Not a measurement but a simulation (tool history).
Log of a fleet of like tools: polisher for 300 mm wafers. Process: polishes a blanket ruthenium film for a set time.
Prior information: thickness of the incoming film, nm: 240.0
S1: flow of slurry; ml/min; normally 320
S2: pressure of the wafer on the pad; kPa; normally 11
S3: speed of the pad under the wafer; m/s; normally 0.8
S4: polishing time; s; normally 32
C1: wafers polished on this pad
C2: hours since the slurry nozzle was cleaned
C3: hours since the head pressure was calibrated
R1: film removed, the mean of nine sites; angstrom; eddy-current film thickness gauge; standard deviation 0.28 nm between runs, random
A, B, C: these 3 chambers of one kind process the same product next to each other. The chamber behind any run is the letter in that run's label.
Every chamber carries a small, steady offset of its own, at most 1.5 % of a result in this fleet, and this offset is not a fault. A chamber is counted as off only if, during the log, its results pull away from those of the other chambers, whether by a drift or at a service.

{"run": "1A", "hour": 7.4, "S1": 320, "S2": 11, "S3": 0.8, "S4": 32, "C1": 387, "C2": 11.6, "C3": 648.2, "R1": 225.06}
{"hour": 8.6, "done": "chamber B: worn pad replaced by a new one"}
{"run": "2B", "hour": 13.7, "S1": 320, "S2": 11, "S3": 0.8, "S4": 32, "C1": 47, "C2": 370, "C3": 264.4, "R1": 225.69}
{"run": "3C", "hour": 20.5, "S1": 320, "S2": 11, "S3": 0.8, "S4": 32, "C1": 594, "C2": 402.4, "C3": 403, "R1": 226.19}
{"run": "4A", "hour": 29.3, "S1": 320, "S2": 11, "S3": 0.8, "S4": 32, "C1": 591, "C2": 33.5, "C3": 670.1, "R1": 225.72}
{"run": "5C", "hour": 34.2, "S1": 320, "S2": 11, "S3": 0.8, "S4": 32, "C1": 721, "C2": 416.1, "C3": 416.7, "R1": 223.28}
{"run": "6B", "hour": 42.8, "S1": 320, "S2": 11, "S3": 0.8, "S4": 32, "C1": 318, "C2": 399.1, "C3": 293.5, "R1": 227.02}
{"run": "7A", "hour": 52.5, "S1": 320, "S2": 11, "S3": 0.8, "S4": 32, "C1": 806, "C2": 56.7, "C3": 693.3, "R1": 225.79}
{"run": "8C", "hour": 60.8, "S1": 320, "S2": 11, "S3": 0.8, "S4": 32, "C1": 968, "C2": 442.7, "C3": 443.3, "R1": 223.72}
{"hour": 64.9, "done": "chamber B: slurry nozzle cleaned"}
{"run": "9B", "hour": 69.4, "S1": 320, "S2": 11, "S3": 0.8, "S4": 32, "C1": 565, "C2": 4.5, "C3": 320.1, "R1": 226.27}
{"run": "10A", "hour": 76.7, "S1": 320, "S2": 11, "S3": 0.8, "S4": 32, "C1": 1031, "C2": 80.9, "C3": 717.5, "R1": 221.83}
{"run": "11B", "hour": 82.9, "S1": 320, "S2": 11, "S3": 0.8, "S4": 32, "C1": 690, "C2": 18, "C3": 333.6, "R1": 221.75}
{"hour": 83.9, "done": "chamber B: head pressure recalibrated"}
{"hour": 86.9, "done": "chamber A: worn pad replaced by a new one"}
{"run": "12C", "hour": 90.5, "S1": 320, "S2": 11, "S3": 0.8, "S4": 32, "C1": 1244, "C2": 472.4, "C3": 473, "R1": 222.86}
{"run": "13C", "hour": 97.5, "S1": 320, "S2": 11, "S3": 0.8, "S4": 32, "C1": 1309, "C2": 479.4, "C3": 480, "R1": 222.11}
{"run": "14A", "hour": 102.3, "S1": 320, "S2": 11, "S3": 0.8, "S4": 32, "C1": 143, "C2": 106.5, "C3": 743.1, "R1": 227.05}
{"hour": 108.2, "done": "chamber C: worn pad replaced by a new one"}
{"hour": 109.1, "done": "chamber A: head pressure recalibrated"}
{"run": "15B", "hour": 110.2, "S1": 320, "S2": 11, "S3": 0.8, "S4": 32, "C1": 944, "C2": 45.3, "C3": 26.3, "R1": 230.02}
{"run": "16B", "hour": 117.6, "S1": 320, "S2": 11, "S3": 0.8, "S4": 32, "C1": 1012, "C2": 52.7, "C3": 33.7, "R1": 231.25}
{"hour": 123.7, "done": "chamber B: worn pad replaced by a new one"}
{"run": "17A", "hour": 125.6, "S1": 375, "S2": 11, "S3": 0.8, "S4": 42, "C1": 359, "C2": 129.8, "C3": 16.6, "R1": 302.95}
{"run": "18C", "hour": 134.7, "S1": 375, "S2": 11, "S3": 0.8, "S4": 42, "C1": 246, "C2": 516.6, "C3": 517.2, "R1": 301.51}
{"run": "19B", "hour": 145.3, "S1": 375, "S2": 11, "S3": 0.8, "S4": 42, "C1": 201, "C2": 80.4, "C3": 61.4, "R1": 295.54}
{"run": "20A", "hour": 154.0, "S1": 320, "S2": 11, "S3": 0.8, "S4": 32, "C1": 623, "C2": 158.2, "C3": 45, "R1": 223.67}
{"run": "21C", "hour": 163.5, "S1": 320, "S2": 11, "S3": 0.8, "S4": 32, "C1": 514, "C2": 545.4, "C3": 546, "R1": 226.21}
{"run": "22B", "hour": 169.6, "S1": 320, "S2": 11, "S3": 0.8, "S4": 32, "C1": 427, "C2": 104.7, "C3": 85.7, "R1": 227.11}
{"run": "23A", "hour": 174.6, "S1": 320, "S2": 11, "S3": 0.8, "S4": 32, "C1": 814, "C2": 178.8, "C3": 65.6, "R1": 222.96}
{"run": "24C", "hour": 181.0, "S1": 320, "S2": 11, "S3": 0.8, "S4": 32, "C1": 676, "C2": 562.9, "C3": 563.5, "R1": 228.48}
{"run": "25C", "hour": 190.0, "S1": 320, "S2": 11, "S3": 0.98, "S4": 32, "C1": 760, "C2": 571.9, "C3": 572.5, "R1": 274}
{"run": "26B", "hour": 200.4, "S1": 320, "S2": 11, "S3": 0.98, "S4": 32, "C1": 713, "C2": 135.5, "C3": 116.5, "R1": 281.46}
{"run": "27A", "hour": 207.9, "S1": 320, "S2": 11, "S3": 0.98, "S4": 32, "C1": 1124, "C2": 212.1, "C3": 98.9, "R1": 277.55}
{"run": "28A", "hour": 216.6, "S1": 320, "S2": 11, "S3": 0.8, "S4": 32, "C1": 1204, "C2": 220.8, "C3": 107.6, "R1": 223.69}
{"run": "29B", "hour": 227.5, "S1": 320, "S2": 11, "S3": 0.8, "S4": 32, "C1": 964, "C2": 162.6, "C3": 143.6, "R1": 228.2}
{"hour": 228.1, "done": "chamber A: worn pad replaced by a new one"}
{"run": "30C", "hour": 236.5, "S1": 320, "S2": 11, "S3": 0.8, "S4": 32, "C1": 1192, "C2": 618.4, "C3": 619, "R1": 228.05}
{"run": "31B", "hour": 247.1, "S1": 320, "S2": 11, "S3": 0.8, "S4": 32, "C1": 1146, "C2": 182.2, "C3": 163.2, "R1": 225.91}
{"run": "32A", "hour": 253.2, "S1": 320, "S2": 11, "S3": 0.8, "S4": 32, "C1": 233, "C2": 257.4, "C3": 144.2, "R1": 226.76}
{"run": "33C", "hour": 262.7, "S1": 320, "S2": 11, "S3": 0.8, "S4": 32, "C1": 1435, "C2": 644.6, "C3": 645.2, "R1": 227.38}

One chamber off, gauge drift, or nothing amiss beyond the chambers' own small offsets? If it is a chamber, which one, and what is the likeliest cause?

The fleet is healthy, with each chamber sitting at its usual small offset and no drift in the gauge.
